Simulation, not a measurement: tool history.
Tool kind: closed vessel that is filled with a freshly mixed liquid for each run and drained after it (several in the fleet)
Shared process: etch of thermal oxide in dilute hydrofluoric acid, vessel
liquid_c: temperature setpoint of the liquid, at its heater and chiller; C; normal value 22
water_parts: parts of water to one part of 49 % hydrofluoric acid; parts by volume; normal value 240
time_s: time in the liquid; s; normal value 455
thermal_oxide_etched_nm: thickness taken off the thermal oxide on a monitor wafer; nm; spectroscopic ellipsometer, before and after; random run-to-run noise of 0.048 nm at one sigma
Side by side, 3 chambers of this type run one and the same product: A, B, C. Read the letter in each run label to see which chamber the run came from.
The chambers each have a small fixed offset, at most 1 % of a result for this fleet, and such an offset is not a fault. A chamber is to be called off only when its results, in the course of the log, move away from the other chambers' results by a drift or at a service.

run,hour,liquid_c,water_parts,time_s,hours since the thermometer was replaced,hours since the hydrofluoric acid flow meter was replaced,"read-back film thickness of the thermal oxide reference wafer, read on the same gauge (nm)",thermal_oxide_etched_nm
1C,12.1,22,240,455,1288,347.6,150.01,6.9684
2B,24.4,22,240,455,740,1443.3,149.98,7.03
3A,35.2,22,240,455,841.7,1348.5,150,7.0213
4C,43.9,22,240,455,1319.8,379.4,150,6.9998
5A,53.3,22,240,455,859.8,1366.6,150.01,6.9076
6B,65.6,22,240,455,781.2,1484.5,149.98,7.1438
7C,73.8,22,240,455,1349.7,409.3,150,6.9227
8A,84.2,22,240,455,890.7,1397.5,150,6.9691
9B,94.5,22,240,455,810.1,1513.4,150,7.0409
# hour 97.9: chamber C: thermometer replaced
10C,105.8,22,240,455,7.9,441.3,149.99,7.0654
11A,113.2,22,240,455,919.7,1426.5,150.01,7.037
12B,123.1,22,240,455,838.7,1542,149.98,6.892
13A,129.2,22,240,455,935.7,1442.5,149.99,7.0531
14B,140.2,22,240,455,855.8,1559.1,149.99,6.9279
15C,150.6,22,240,455,52.7,486.1,150,7.0864
16A,163.6,22,240,455,970.1,1476.9,150.01,6.989
17C,176,26.5,240,455,78.1,511.5,150.01,8.3048
18B,185.1,26.5,240,455,900.7,1604,149.98,8.0538
19A,198,26.5,240,455,1004.5,1511.3,149.98,8.2306
20C,210,22,240,455,112.1,545.5,149.99,6.939
21B,221.3,22,240,455,936.9,1640.2,150.02,6.7235
22B,234.9,22,240,455,950.5,1653.8,150,6.7357
23A,244,22,240,455,1050.5,1557.3,150.02,7.0292
24C,254.5,22,240,455,156.6,590,150,7.0909
25A,261.9,22,240,455,1068.4,1575.2,150,7.0162
26B,268.2,22,240,455,983.8,1687.1,150,6.6537
27C,281.2,22,240,455,183.3,616.7,150,7.085
28B,292.8,22,240,455,1008.4,1711.7,150.01,6.5523
29C,299,22,240,455,201.1,634.5,149.98,7.0234

Next, all 3 chambers run the settings below, one line each with question marks for the results. What does each chamber give?
30A,308.8,22,310,455,,,,?
30B,308.8,22,310,455,,,,?
30C,308.8,22,310,455,,,,?

run,thermal_oxide_etched_nm
30A,5.0785
30B,4.7788
30C,5.1715

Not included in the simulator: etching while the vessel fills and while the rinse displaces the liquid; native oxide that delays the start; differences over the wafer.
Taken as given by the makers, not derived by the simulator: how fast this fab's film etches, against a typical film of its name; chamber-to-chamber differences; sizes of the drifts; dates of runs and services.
